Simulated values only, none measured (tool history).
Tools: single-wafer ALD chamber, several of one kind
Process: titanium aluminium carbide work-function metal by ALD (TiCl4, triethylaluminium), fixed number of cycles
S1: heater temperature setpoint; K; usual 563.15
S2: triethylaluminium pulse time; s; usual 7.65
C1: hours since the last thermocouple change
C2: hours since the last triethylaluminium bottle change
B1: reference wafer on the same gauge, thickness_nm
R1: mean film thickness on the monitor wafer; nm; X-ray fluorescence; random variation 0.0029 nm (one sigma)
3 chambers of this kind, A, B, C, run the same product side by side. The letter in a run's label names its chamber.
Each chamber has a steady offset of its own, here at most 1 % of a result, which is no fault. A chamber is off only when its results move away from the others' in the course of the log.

run 1A hour=7.2 | S1=563.15 S2=7.65 | C1=1303.4 C2=634.8 | B1=2.0692 | R1=1.8401
run 2C hour=17.5 | S1=563.15 S2=7.65 | C1=1438.2 C2=1003.7 | B1=2.0683 | R1=1.8154
run 3B hour=29.3 | S1=563.15 S2=7.65 | C1=274.2 C2=545.5 | B1=2.0692 | R1=1.8460
run 4A hour=40.3 | S1=563.15 S2=7.65 | C1=1336.5 C2=667.9 | B1=2.0683 | R1=1.8402
run 5C hour=49.6 | S1=572.15 S2=5.80 | C1=1470.3 C2=1035.8 | B1=2.0666 | R1=1.7726
run 6B hour=63.7 | S1=572.15 S2=5.80 | C1=308.6 C2=579.9 | B1=2.0659 | R1=1.7799
run 7B hour=76.1 | S1=572.15 S2=5.80 | C1=321.0 C2=592.3 | B1=2.0655 | R1=1.7769
run 8A hour=87.3 | S1=563.15 S2=7.65 | C1=1383.5 C2=714.9 | B1=2.0644 | R1=1.8396
run 9C hour=93.7 | S1=548.15 S2=7.65 | C1=1514.4 C2=1079.9 | B1=2.0649 | R1=1.6916
run 10A hour=107.1 | S1=548.15 S2=7.65 | C1=1403.3 C2=734.7 | B1=2.0628 | R1=1.7183
run 11C hour=114.6 | S1=548.15 S2=7.65 | C1=1535.3 C2=1100.8 | B1=2.0625 | R1=1.6958
run 12B hour=126.4 | S1=557.15 S2=6.12 | C1=371.3 C2=642.6 | B1=2.0616 | R1=1.6929
run 13C hour=134.7 | S1=557.15 S2=6.12 | C1=1555.4 C2=1120.9 | B1=2.0619 | R1=1.6691
run 14B hour=142.9 | S1=557.15 S2=6.12 | C1=387.8 C2=659.1 | B1=2.0601 | R1=1.6935
run 15A hour=151.7 | S1=563.15 S2=10.28 | C1=1447.9 C2=779.3 | B1=2.0606 | R1=1.9191
run 16B hour=162.2 | S1=563.15 S2=10.28 | C1=407.1 C2=678.4 | B1=2.0597 | R1=1.9147
run 17C hour=173.7 | S1=563.15 S2=10.28 | C1=1594.4 C2=1159.9 | B1=2.0590 | R1=1.8973
run 18A hour=182.1 | S1=563.15 S2=7.65 | C1=1478.3 C2=809.7 | B1=2.0594 | R1=1.8369
run 19B hour=191.9 | S1=563.15 S2=7.65 | C1=436.8 C2=708.1 | B1=2.0578 | R1=1.8342
run 20C hour=201.2 | S1=563.15 S2=7.65 | C1=1621.9 C2=1187.4 | B1=2.0570 | R1=1.8115
-- hour=204.8 chamber A: thermocouple changed; heater temperature recalibrated
run 21A hour=211.1 | S1=563.15 S2=7.65 | C1=6.4 C2=838.7 | B1=2.0567 | R1=1.8337

Is one chamber off against the others, does the gauge drift, or is nothing wrong? If a chamber is off, say which, and what the likeliest cause is.

The gauge drifts, so all chambers seem to drift together. No chamber is off.
Cause: gauge reads low (%) = 0.672.
